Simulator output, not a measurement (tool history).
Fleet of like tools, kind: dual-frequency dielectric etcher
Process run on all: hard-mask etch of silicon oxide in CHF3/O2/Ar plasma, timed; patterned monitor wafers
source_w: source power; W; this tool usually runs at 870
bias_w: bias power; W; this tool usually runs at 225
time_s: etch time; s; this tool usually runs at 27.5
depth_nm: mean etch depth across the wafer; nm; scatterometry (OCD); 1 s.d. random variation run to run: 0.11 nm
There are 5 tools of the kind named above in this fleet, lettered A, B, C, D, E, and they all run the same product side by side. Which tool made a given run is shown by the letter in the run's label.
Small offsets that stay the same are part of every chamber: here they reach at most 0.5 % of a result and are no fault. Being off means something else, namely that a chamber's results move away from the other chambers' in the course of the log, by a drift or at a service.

run   hour  source_w  bias_w  time_s  hours since the last wet clean  hours since the last source power generator calibration  hours since the last bias power generator calibration  read-back reference wafer on the same gauge, depth_nm  depth_nm
 1A    6.9       870     225    27.5                            48.3                                                   4549.6                                                 1425.6                                                 71.073    67.215
 2B   10.4       870     225    27.5                            64.5                                                   1701.0                                                  148.1                                                 71.083    67.664
 3D   15.4       870     225    27.5                           622.9                                                   1614.1                                                 2018.3                                                 71.094    67.542
 4E   20.0       870     225    27.5                           193.5                                                    657.4                                                 2710.1                                                 71.062    67.508
 5C   24.0       870     225    27.5                           434.4                                                   1400.7                                                 1368.5                                                 71.059    67.801
      29.3  -- chamber D: wet clean of the chamber
 6E   31.1       870     225    27.5                           204.6                                                    668.5                                                 2721.2                                                 71.047    67.599
 7B   36.0       870     225    27.5                            90.1                                                   1726.6                                                  173.7                                                 71.021    67.475
 8C   41.6       870     225    27.5                           452.0                                                   1418.3                                                 1386.1                                                 71.030    67.591
 9A   46.6       870     225    27.5                            88.0                                                   4589.3                                                 1465.3                                                 71.019    67.285
10D   49.7       870     225    27.5                            20.5                                                   1648.4                                                 2052.6                                                 70.980    67.762
11C   56.9       870     225    27.5                           467.3                                                   1433.6                                                 1401.4                                                 70.963    67.721
      59.8  -- chamber C: wet clean of the chamber
12D   62.0       870     225    27.5                            32.8                                                   1660.7                                                 2064.9                                                 70.987    67.625
13E   68.7       870     225    27.5                           242.2                                                    706.1                                                 2758.8                                                 70.954    67.486
14A   76.0       870     225    27.5                           117.4                                                   4618.7                                                 1494.7                                                 70.951    67.073
15B   80.8       870     225    27.5                           134.9                                                   1771.4                                                  218.5                                                 70.935    67.393
16E   86.2       870     225    27.5                           259.7                                                    723.6                                                 2776.3                                                 70.930    67.873
17C   91.5       870     225    27.5                            31.7                                                   1468.2                                                 1436.0                                                 70.921    67.623
18B   97.4       870     225    27.5                           151.5                                                   1788.0                                                  235.1                                                 70.913    67.384
19D  103.7       870     225    27.5                            74.5                                                   1702.4                                                 2106.6                                                 70.902    67.710
     107.1  -- chamber A: source power generator calibrated
20A  110.2       870     225    27.5                           151.6                                                      3.2                                                 1528.9                                                 70.862    67.109
21D  114.6       870     225    27.5                            85.4                                                   1713.3                                                 2117.5                                                 70.882    67.347
22E  120.3       870     225    27.5                           293.8                                                    757.7                                                 2810.4                                                 70.836    67.390
23B  123.6       870     225    24.5                           177.7                                                   1814.2                                                  261.3                                                 70.850    59.901
24C  128.8       870     225    24.5                            69.0                                                   1505.5                                                 1473.3                                                 70.820    59.942
     130.9  -- chamber B: source power generator calibrated
25A  133.4       870     225    24.5                           174.8                                                     26.4                                                 1552.1                                                 70.827    59.734
26D  139.0       870     225    24.5                           109.8                                                   1737.7                                                 2141.9                                                 70.817    60.183
27C  144.5       870     225    24.5                            84.7                                                   1521.2                                                 1489.0                                                 70.809    60.239
28B  151.5       870     225    27.5                           205.6                                                     20.7                                                  289.2                                                 70.802    67.263
29E  158.0       870     225    27.5                           331.5                                                    795.4                                                 2848.1                                                 70.780    67.464
30A  162.6       870     225    27.5                           204.0                                                     55.6                                                 1581.3                                                 70.782    67.082
31E  168.1       870     225    27.5                           341.6                                                    805.5                                                 2858.2                                                 70.793    67.632
32A  172.0       870     225    27.5                           213.4                                                     65.0                                                 1590.7                                                 70.770    67.036
33B  179.2       870     225    27.5                           233.3                                                     48.4                                                  316.9                                                 70.745    67.215
34C  186.2       870     225    27.5                           126.4                                                   1562.9                                                 1530.7                                                 70.737    67.558
35D  191.6       730     265    27.5                           162.4                                                   1790.3                                                 2194.5                                                 70.721    66.849
36D  196.2       730     265    27.5                           167.0                                                   1794.9                                                 2199.1                                                 70.725    66.823
37C  201.9       730     265    27.5                           142.1                                                   1578.6                                                 1546.4                                                 70.651    66.941
38A  205.4       730     265    27.5                           246.8                                                     98.4                                                 1624.1                                                 70.683    66.373
39B  208.7       730     265    27.5                           262.8                                                     77.9                                                  346.4                                                 70.692    66.599
40E  215.1       870     225    27.5                           388.6                                                    852.5                                                 2905.2                                                 70.665    67.270
41E  221.5       870     225    27.5                           395.0                                                    858.9                                                 2911.6                                                 70.677    67.435
42D  224.8       870     225    34.5                           195.6                                                   1823.5                                                 2227.7                                                 70.660    84.699
43B  230.5       870     225    34.5                           284.6                                                     99.7                                                  368.2                                                 70.660    84.119

Next, every chamber runs the same settings. What will each give?
44A  235.6      1050     225    27.5                                                                                                                                                                                                                ?
44B  235.6      1050     225    27.5                                                                                                                                                                                                                ?
44C  235.6      1050     225    27.5                                                                                                                                                                                                                ?
44D  235.6      1050     225    27.5                                                                                                                                                                                                                ?
44E  235.6      1050     225    27.5                                                                                                                                                                                                                ?

run  depth_nm
44A    71.549
44B    72.469
44C    72.152
44D    72.288
44E    72.288

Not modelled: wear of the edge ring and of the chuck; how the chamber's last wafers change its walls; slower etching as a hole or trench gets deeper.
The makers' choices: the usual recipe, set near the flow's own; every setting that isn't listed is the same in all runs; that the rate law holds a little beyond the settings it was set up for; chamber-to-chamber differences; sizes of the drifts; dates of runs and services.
